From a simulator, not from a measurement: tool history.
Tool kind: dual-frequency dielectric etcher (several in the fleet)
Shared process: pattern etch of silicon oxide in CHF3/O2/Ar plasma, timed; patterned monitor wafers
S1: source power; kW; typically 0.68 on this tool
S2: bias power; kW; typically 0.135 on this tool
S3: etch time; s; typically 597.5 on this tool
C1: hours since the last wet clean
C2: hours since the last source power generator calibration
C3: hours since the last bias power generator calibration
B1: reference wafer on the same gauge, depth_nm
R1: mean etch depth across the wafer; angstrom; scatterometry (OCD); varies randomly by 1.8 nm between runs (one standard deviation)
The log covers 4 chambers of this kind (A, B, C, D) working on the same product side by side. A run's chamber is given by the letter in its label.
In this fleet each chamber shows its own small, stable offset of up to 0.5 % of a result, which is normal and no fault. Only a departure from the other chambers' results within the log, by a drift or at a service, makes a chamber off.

{"run": "1B", "hour": 7.1, "S1": 0.68, "S2": 0.135, "S3": 597.5, "C1": 134.7, "C2": 3171.2, "C3": 630.8, "B1": 930.24, "R1": 11246}
{"run": "2A", "hour": 13.8, "S1": 0.68, "S2": 0.135, "S3": 597.5, "C1": 101.6, "C2": 2188.7, "C3": 538.8, "B1": 930.78, "R1": 11373}
{"run": "3C", "hour": 20.5, "S1": 0.68, "S2": 0.135, "S3": 597.5, "C1": 109, "C2": 1912.1, "C3": 549.9, "B1": 930.42, "R1": 11254}
{"run": "4D", "hour": 28.6, "S1": 0.68, "S2": 0.135, "S3": 597.5, "C1": 316.5, "C2": 3350.9, "C3": 522.3, "B1": 930.49, "R1": 11392}
{"run": "5A", "hour": 34.9, "S1": 0.68, "S2": 0.135, "S3": 597.5, "C1": 122.7, "C2": 2209.8, "C3": 559.9, "B1": 930.65, "R1": 11358}
{"run": "6C", "hour": 46.1, "S1": 0.68, "S2": 0.135, "S3": 597.5, "C1": 134.6, "C2": 1937.7, "C3": 575.5, "B1": 930.93, "R1": 11242}
{"run": "7B", "hour": 54.3, "S1": 0.68, "S2": 0.135, "S3": 597.5, "C1": 181.9, "C2": 3218.4, "C3": 678, "B1": 930.89, "R1": 11265}
{"run": "8D", "hour": 62.6, "S1": 0.68, "S2": 0.135, "S3": 597.5, "C1": 350.5, "C2": 3384.9, "C3": 556.3, "B1": 931.02, "R1": 11379}
{"run": "9B", "hour": 70.8, "S1": 0.68, "S2": 0.135, "S3": 597.5, "C1": 198.4, "C2": 3234.9, "C3": 694.5, "B1": 931.37, "R1": 11273}
{"run": "10D", "hour": 79.6, "S1": 0.68, "S2": 0.135, "S3": 597.5, "C1": 367.5, "C2": 3401.9, "C3": 573.3, "B1": 930.91, "R1": 11355}
{"run": "11C", "hour": 85.0, "S1": 0.68, "S2": 0.135, "S3": 597.5, "C1": 173.5, "C2": 1976.6, "C3": 614.4, "B1": 931.17, "R1": 11288}
{"run": "12A", "hour": 91.9, "S1": 0.68, "S2": 0.135, "S3": 597.5, "C1": 179.7, "C2": 2266.8, "C3": 616.9, "B1": 931.37, "R1": 11351}
{"run": "13B", "hour": 101.9, "S1": 0.68, "S2": 0.135, "S3": 597.5, "C1": 229.5, "C2": 3266, "C3": 725.6, "B1": 931.28, "R1": 11245}
{"hour": 105.3, "done": "chamber D: wet clean of the chamber"}
{"run": "14D", "hour": 107.5, "S1": 0.68, "S2": 0.135, "S3": 597.5, "C1": 2.3, "C2": 3429.8, "C3": 601.2, "B1": 931.95, "R1": 11365}
{"run": "15C", "hour": 119.1, "S1": 0.68, "S2": 0.135, "S3": 597.5, "C1": 207.6, "C2": 2010.7, "C3": 648.5, "B1": 931.57, "R1": 11270}
{"run": "16A", "hour": 128.5, "S1": 0.68, "S2": 0.135, "S3": 597.5, "C1": 216.3, "C2": 2303.4, "C3": 653.5, "B1": 931.86, "R1": 11361}
{"run": "17D", "hour": 136.3, "S1": 0.81, "S2": 0.135, "S3": 597.5, "C1": 31.1, "C2": 3458.6, "C3": 630, "B1": 932.09, "R1": 12170}
{"run": "18A", "hour": 143.4, "S1": 0.81, "S2": 0.135, "S3": 597.5, "C1": 231.2, "C2": 2318.3, "C3": 668.4, "B1": 932.54, "R1": 12189}
{"run": "19C", "hour": 151.7, "S1": 0.81, "S2": 0.135, "S3": 597.5, "C1": 240.2, "C2": 2043.3, "C3": 681.1, "B1": 932.57, "R1": 12098}
{"run": "20B", "hour": 161.2, "S1": 0.81, "S2": 0.135, "S3": 597.5, "C1": 288.8, "C2": 3325.3, "C3": 784.9, "B1": 932.64, "R1": 12071}
{"run": "21B", "hour": 168.2, "S1": 0.8, "S2": 0.149, "S3": 597.5, "C1": 295.8, "C2": 3332.3, "C3": 791.9, "B1": 932.87, "R1": 12380}
{"run": "22A", "hour": 175.1, "S1": 0.8, "S2": 0.149, "S3": 597.5, "C1": 262.9, "C2": 2350, "C3": 700.1, "B1": 932.7, "R1": 12520}
{"run": "23D", "hour": 182.6, "S1": 0.8, "S2": 0.149, "S3": 597.5, "C1": 77.4, "C2": 3504.9, "C3": 676.3, "B1": 933.04, "R1": 12515}
{"run": "24C", "hour": 191.3, "S1": 0.8, "S2": 0.149, "S3": 597.5, "C1": 279.8, "C2": 2082.9, "C3": 720.7, "B1": 933.26, "R1": 12430}
{"run": "25A", "hour": 196.7, "S1": 0.68, "S2": 0.135, "S3": 597.5, "C1": 284.5, "C2": 2371.6, "C3": 721.7, "B1": 933.71, "R1": 11392}
{"run": "26B", "hour": 207.7, "S1": 0.68, "S2": 0.135, "S3": 597.5, "C1": 335.3, "C2": 3371.8, "C3": 831.4, "B1": 933.4, "R1": 11284}
{"run": "27D", "hour": 213.2, "S1": 0.68, "S2": 0.135, "S3": 721.5, "C1": 108, "C2": 3535.5, "C3": 706.9, "B1": 933.75, "R1": 13763}
{"run": "28C", "hour": 223.2, "S1": 0.68, "S2": 0.135, "S3": 721.5, "C1": 311.7, "C2": 2114.8, "C3": 752.6, "B1": 933.42, "R1": 13690}
{"run": "29B", "hour": 232.3, "S1": 0.68, "S2": 0.135, "S3": 721.5, "C1": 359.9, "C2": 3396.4, "C3": 856, "B1": 933.6, "R1": 13596}
{"run": "30D", "hour": 239.7, "S1": 0.68, "S2": 0.135, "S3": 721.5, "C1": 134.5, "C2": 3562, "C3": 733.4, "B1": 934.13, "R1": 13744}
{"run": "31C", "hour": 250.1, "S1": 0.68, "S2": 0.135, "S3": 597.5, "C1": 338.6, "C2": 2141.7, "C3": 779.5, "B1": 934.47, "R1": 11323}
{"run": "32A", "hour": 261.9, "S1": 0.68, "S2": 0.135, "S3": 597.5, "C1": 349.7, "C2": 2436.8, "C3": 786.9, "B1": 934.13, "R1": 11375}
{"run": "33A", "hour": 268.0, "S1": 0.68, "S2": 0.135, "S3": 597.5, "C1": 355.8, "C2": 2442.9, "C3": 793, "B1": 933.78, "R1": 11419}
{"run": "34B", "hour": 275.9, "S1": 0.68, "S2": 0.135, "S3": 661, "C1": 403.5, "C2": 3440, "C3": 899.6, "B1": 934.48, "R1": 12501}
{"run": "35C", "hour": 285.3, "S1": 0.68, "S2": 0.135, "S3": 661, "C1": 373.8, "C2": 2176.9, "C3": 814.7, "B1": 935.02, "R1": 12527}
{"hour": 290.8, "done": "chamber A: wet clean of the chamber"}
{"run": "36D", "hour": 293.8, "S1": 0.68, "S2": 0.135, "S3": 661, "C1": 188.6, "C2": 3616.1, "C3": 787.5, "B1": 934.73, "R1": 12603}
{"run": "37D", "hour": 302.7, "S1": 0.68, "S2": 0.135, "S3": 661, "C1": 197.5, "C2": 3625, "C3": 796.4, "B1": 935.02, "R1": 12637}
{"run": "38C", "hour": 312.1, "S1": 0.68, "S2": 0.135, "S3": 597.5, "C1": 400.6, "C2": 2203.7, "C3": 841.5, "B1": 934.98, "R1": 11318}
{"run": "39B", "hour": 322.9, "S1": 0.68, "S2": 0.135, "S3": 597.5, "C1": 450.5, "C2": 3487, "C3": 946.6, "B1": 935.11, "R1": 11300}
{"run": "40A", "hour": 334.6, "S1": 0.68, "S2": 0.135, "S3": 597.5, "C1": 43.8, "C2": 2509.5, "C3": 859.6, "B1": 935.71, "R1": 11385}
{"hour": 341.0, "done": "chamber B: source power generator calibrated"}
{"run": "41C", "hour": 342.8, "S1": 0.68, "S2": 0.135, "S3": 597.5, "C1": 431.3, "C2": 2234.4, "C3": 872.2, "B1": 935.87, "R1": 11341}
{"run": "42A", "hour": 352.4, "S1": 0.68, "S2": 0.135, "S3": 597.5, "C1": 61.6, "C2": 2527.3, "C3": 877.4, "B1": 935.57, "R1": 11410}
{"run": "43D", "hour": 360.4, "S1": 0.68, "S2": 0.135, "S3": 597.5, "C1": 255.2, "C2": 3682.7, "C3": 854.1, "B1": 936.05, "R1": 11440}
{"run": "44B", "hour": 369.6, "S1": 0.68, "S2": 0.135, "S3": 597.5, "C1": 497.2, "C2": 28.7, "C3": 993.3, "B1": 935.81, "R1": 11307}

Has any chamber moved away from the others, gradually or after a service, or does the common gauge drift, or do the chambers differ only by their own small steady offsets? State the chamber and the most likely cause if one applies.

The shared gauge is drifting. All chambers look as if they move in step, but none is off.
Likeliest cause: gauge reads high (%) = 0.656.
